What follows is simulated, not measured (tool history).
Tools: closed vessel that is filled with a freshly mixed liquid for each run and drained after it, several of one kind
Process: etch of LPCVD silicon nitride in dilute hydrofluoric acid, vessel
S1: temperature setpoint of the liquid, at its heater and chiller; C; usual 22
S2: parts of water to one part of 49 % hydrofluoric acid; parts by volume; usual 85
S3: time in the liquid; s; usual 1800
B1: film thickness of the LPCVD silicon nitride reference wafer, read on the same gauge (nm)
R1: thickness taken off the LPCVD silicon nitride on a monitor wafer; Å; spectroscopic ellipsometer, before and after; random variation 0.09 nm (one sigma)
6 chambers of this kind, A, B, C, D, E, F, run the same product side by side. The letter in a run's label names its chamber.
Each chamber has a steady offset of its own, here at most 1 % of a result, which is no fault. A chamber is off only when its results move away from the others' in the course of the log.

run 1D hour=13.6 | S1=22 S2=85 S3=1800 | B1=79.986 | R1=100.94
run 2A hour=25.9 | S1=22 S2=85 S3=1800 | B1=79.989 | R1=99.82
run 3C hour=37.3 | S1=22 S2=85 S3=1800 | B1=80.013 | R1=99.5
run 4E hour=52.1 | S1=22 S2=85 S3=1800 | B1=79.992 | R1=99.667
run 5B hour=66.2 | S1=22 S2=85 S3=1800 | B1=80.007 | R1=98.532
run 6F hour=76.3 | S1=23.5 S2=85 S3=1800 | B1=79.991 | R1=109.39
run 7A hour=84.4 | S1=23.5 S2=85 S3=1800 | B1=80.008 | R1=109.99
run 8C hour=92.2 | S1=23.5 S2=85 S3=1800 | B1=79.989 | R1=110.75
run 9E hour=101.5 | S1=23.5 S2=85 S3=1800 | B1=80.006 | R1=110.22
run 10D hour=110.4 | S1=23.5 S2=85 S3=1800 | B1=80.023 | R1=108.45
run 11F hour=120.1 | S1=23.5 S2=85 S3=1800 | B1=80.044 | R1=111.15
run 12B hour=132.9 | S1=19 S2=85 S3=1800 | B1=79.984 | R1=80.685
run 13C hour=146.5 | S1=19 S2=85 S3=1800 | B1=80.021 | R1=81.327
run 14D hour=159.4 | S1=19 S2=85 S3=1800 | B1=80.016 | R1=81.457
-- hour=163.6 chamber C: thermometer replaced
run 15F hour=171 | S1=19 S2=85 S3=1800 | B1=80.003 | R1=81.503
-- hour=174.2 chamber E: hydrofluoric acid flow meter replaced
run 16E hour=178.9 | S1=19 S2=85 S3=1800 | B1=80.042 | R1=80.442
run 17B hour=188.4 | S1=19 S2=85 S3=1800 | B1=79.996 | R1=79.851
run 18A hour=200.6 | S1=24.5 S2=120 S3=1800 | B1=79.981 | R1=85.63
run 19C hour=212.7 | S1=24.5 S2=120 S3=1800 | B1=79.993 | R1=83.219
run 20B hour=228.1 | S1=24.5 S2=120 S3=1800 | B1=79.966 | R1=83.644
run 21F hour=238.7 | S1=24.5 S2=120 S3=1800 | B1=80.026 | R1=84.725
-- hour=240.8 chamber B: thermometer replaced
run 22D hour=253.1 | S1=24.5 S2=120 S3=1800 | B1=80.027 | R1=86.17
run 23A hour=264.7 | S1=24.5 S2=120 S3=1800 | B1=80.029 | R1=83.829
run 24E hour=275.8 | S1=19 S2=85 S3=1800 | B1=80.003 | R1=79.698
run 25A hour=290 | S1=19 S2=85 S3=1800 | B1=80.017 | R1=81.482
run 26D hour=303.7 | S1=19 S2=85 S3=1800 | B1=79.998 | R1=84.148
run 27C hour=315.7 | S1=19 S2=85 S3=1800 | B1=80.021 | R1=80.212
run 28F hour=329.6 | S1=19 S2=85 S3=1800 | B1=80.025 | R1=79.901
run 29E hour=343.2 | S1=19 S2=85 S3=1800 | B1=80.01 | R1=79.691
run 30B hour=353.7 | S1=22 S2=85 S3=1800 | B1=79.984 | R1=100.03
run 31A hour=364.5 | S1=22 S2=85 S3=1800 | B1=79.983 | R1=99.86
run 32D hour=371.4 | S1=22 S2=85 S3=1800 | B1=79.977 | R1=103.38
run 33C hour=378.2 | S1=25.5 S2=85 S3=1800 | B1=80.027 | R1=123.98
run 34E hour=393.6 | S1=25.5 S2=85 S3=1800 | B1=79.993 | R1=123.57
run 35F hour=408.7 | S1=25.5 S2=85 S3=1800 | B1=79.992 | R1=125.66
run 36B hour=419.9 | S1=25.5 S2=85 S3=1800 | B1=79.997 | R1=124.56
run 37F hour=431.2 | S1=25.5 S2=85 S3=1800 | B1=79.988 | R1=125.11
run 38B hour=441.6 | S1=25.5 S2=85 S3=1800 | B1=80.014 | R1=125.25
run 39D hour=453.6 | S1=22 S2=85 S3=1800 | B1=80.04 | R1=107.45
run 40A hour=467.3 | S1=22 S2=105 S3=770 | B1=80.008 | R1=35.134
-- hour=470.8 chamber C: hydrofluoric acid flow meter replaced
run 41C hour=477.9 | S1=22 S2=105 S3=770 | B1=79.963 | R1=34.443
run 42E hour=491.5 | S1=22 S2=105 S3=770 | B1=79.993 | R1=34.027
run 43D hour=503.4 | S1=22 S2=105 S3=770 | B1=79.984 | R1=37.854

What goes on in this fleet: one chamber off, a drifting gauge, or nothing beyond the chambers' own small offsets? Name the chamber and the cause, if any.

Chamber D drifts away from the others.
Cause: liquid hotter than its thermometer reads (K) = 1.37.
The log may not tell that from: hydrofluoric acid flow above the setpoint (%).

Here are 4 candidates for chamber D's next run, each the usual settings with a change, their results left as question marks. Which one brings its results back in line with what the others give on the usual settings?
In line means no further than this from the other chambers' mean on the usual settings: R1 3.2 Å
run 44D-1 hour=514.6 | S1=22 S2=85 S3=1730 | R1=?
run 44D-2 hour=514.6 | S1=22 S2=85 S3=1860 | R1=?
run 44D-3 hour=514.6 | S1=20.5 S2=85 S3=1800 | R1=?
run 44D-4 hour=514.6 | S1=22 S2=80 S3=1890 | R1=?

The other chambers' mean on the usual settings: R1 99.219 Å
run=44D-1 R1=104.87
run=44D-2 R1=112.75
run=44D-3 R1=98.796
run=44D-4 R1=121.67
44D-3 brings the chamber back in line.

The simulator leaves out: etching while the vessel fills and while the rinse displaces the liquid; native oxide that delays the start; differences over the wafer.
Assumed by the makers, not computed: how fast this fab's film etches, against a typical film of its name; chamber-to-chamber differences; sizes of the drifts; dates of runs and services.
